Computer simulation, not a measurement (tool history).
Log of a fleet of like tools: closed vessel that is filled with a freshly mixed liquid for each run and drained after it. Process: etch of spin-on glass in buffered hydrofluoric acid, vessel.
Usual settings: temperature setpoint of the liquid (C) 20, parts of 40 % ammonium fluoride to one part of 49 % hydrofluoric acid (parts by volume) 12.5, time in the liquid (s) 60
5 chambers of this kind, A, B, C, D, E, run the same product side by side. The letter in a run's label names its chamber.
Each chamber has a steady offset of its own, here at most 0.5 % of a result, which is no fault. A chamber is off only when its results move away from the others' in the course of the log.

run,hour,temperature setpoint of the liquid (C),parts of 40 % ammonium fluoride to one part of 49 % hydrofluoric acid (parts by volume),time in the liquid (s),hours since the thermometer was replaced,hours since the hydrofluoric acid flow meter was replaced,"read-back film thickness of the spin-on glass reference wafer, read on the same gauge (nm)",thickness taken off the spin-on glass on a monitor wafer (angstrom)
1D,6.2,20,12.5,60,638.4,1988.7,39.99,750.56
2A,12.3,20,12.5,60,1525.2,376.4,39.993,739.26
3B,17.5,20,12.5,60,1072.9,65.2,40.006,738.52
4E,24,20,12.5,60,220.1,503,40.041,734.15
5C,31.6,20,12.5,60,303.3,73.4,40.027,735.86
6A,35.3,20,12.5,60,1548.2,399.4,40.005,738.57
7C,43,20,12.5,60,314.7,84.8,39.994,735.6
8B,48.7,20,12.5,60,1104.1,96.4,40.059,739.39
9E,56.5,17,15,60,252.6,535.5,40.031,520.29
10D,60.4,17,15,60,692.6,2042.9,39.997,529.86
11D,64.5,17,15,60,696.7,2047,40.04,533.43
12C,70,17,15,60,341.7,111.8,39.959,526.02
13B,78.2,17,15,60,1133.6,125.9,39.957,518.81
14A,83.6,20,12.5,60,1596.5,447.7,39.979,734.11
15E,88.5,20,12.5,60,284.6,567.5,39.997,741.44
16C,95.1,20,12.5,60,366.8,136.9,40.016,755.03
17A,101.5,20,12.5,60,1614.4,465.6,39.965,743.26
18B,109.6,17,12.5,30,1165,157.3,39.968,314.8
19D,115.1,17,12.5,30,747.3,2097.6,40.018,312.03
20E,119.9,17,12.5,30,316,598.9,39.983,309.31
21E,123.8,17,12.5,30,319.9,602.8,39.998,306.04
22C,129.7,17,12.5,30,401.4,171.5,40.056,311.65
23D,136.6,20,12.5,60,768.8,2119.1,39.984,745.04
24B,141.3,20,12.5,60,1196.7,189,40.029,736.81
# hour 141.6: chamber D: thermometer replaced
# hour 147.4: chamber D: hydrofluoric acid flow meter replaced
25A,147.5,20,12.5,60,1660.4,511.6,39.973,737.27
26A,153.7,20,12.5,60,1666.6,517.8,40,736.9
27D,157.6,20,12.5,60,16,10.2,40.015,744.15
28E,162.9,20,12.5,60,359,641.9,40.006,721.65
29C,168.6,20,12.5,60,440.3,210.4,39.967,737.25
30B,177.1,20,12.5,60,1232.5,224.8,39.932,735.4
31A,184,20,12.5,60,1696.9,548.1,39.984,732.12
32E,192,20,12.5,60,388.1,671,40.047,714.13
33D,199.7,20,12.5,80,58.1,52.3,40.039,986.47
34C,207.5,20,12.5,80,479.2,249.3,39.974,1000.7
35B,213.3,20,12.5,80,1268.7,261,40.007,977.9
36A,217.1,20,12.5,80,1730,581.2,40.026,977.06
37D,223.2,20,12.5,80,81.6,75.8,39.997,986.67
38B,231,20,12.5,60,1286.4,278.7,39.952,725.86
39E,237.5,20,12.5,60,433.6,716.5,40.014,693.89
40C,245.2,20,12.5,60,516.9,287,40.002,746.07
41B,253.4,20,12.5,60,1308.8,301.1,39.997,728.13
42E,258.1,20,12.5,60,454.2,737.1,39.919,683.7
43C,262.2,20,8,80,533.9,304,40,1477.1

Next, every chamber runs the same settings. What will each give?
44A,268.3,20,12.5,60,,,,?
44B,268.3,20,12.5,60,,,,?
44C,268.3,20,12.5,60,,,,?
44D,268.3,20,12.5,60,,,,?
44E,268.3,20,12.5,60,,,,?

run,thickness taken off the spin-on glass on a monitor wafer (angstrom)
44A,731.24
44B,739.46
44C,744.55
44D,744.2
44E,684.83
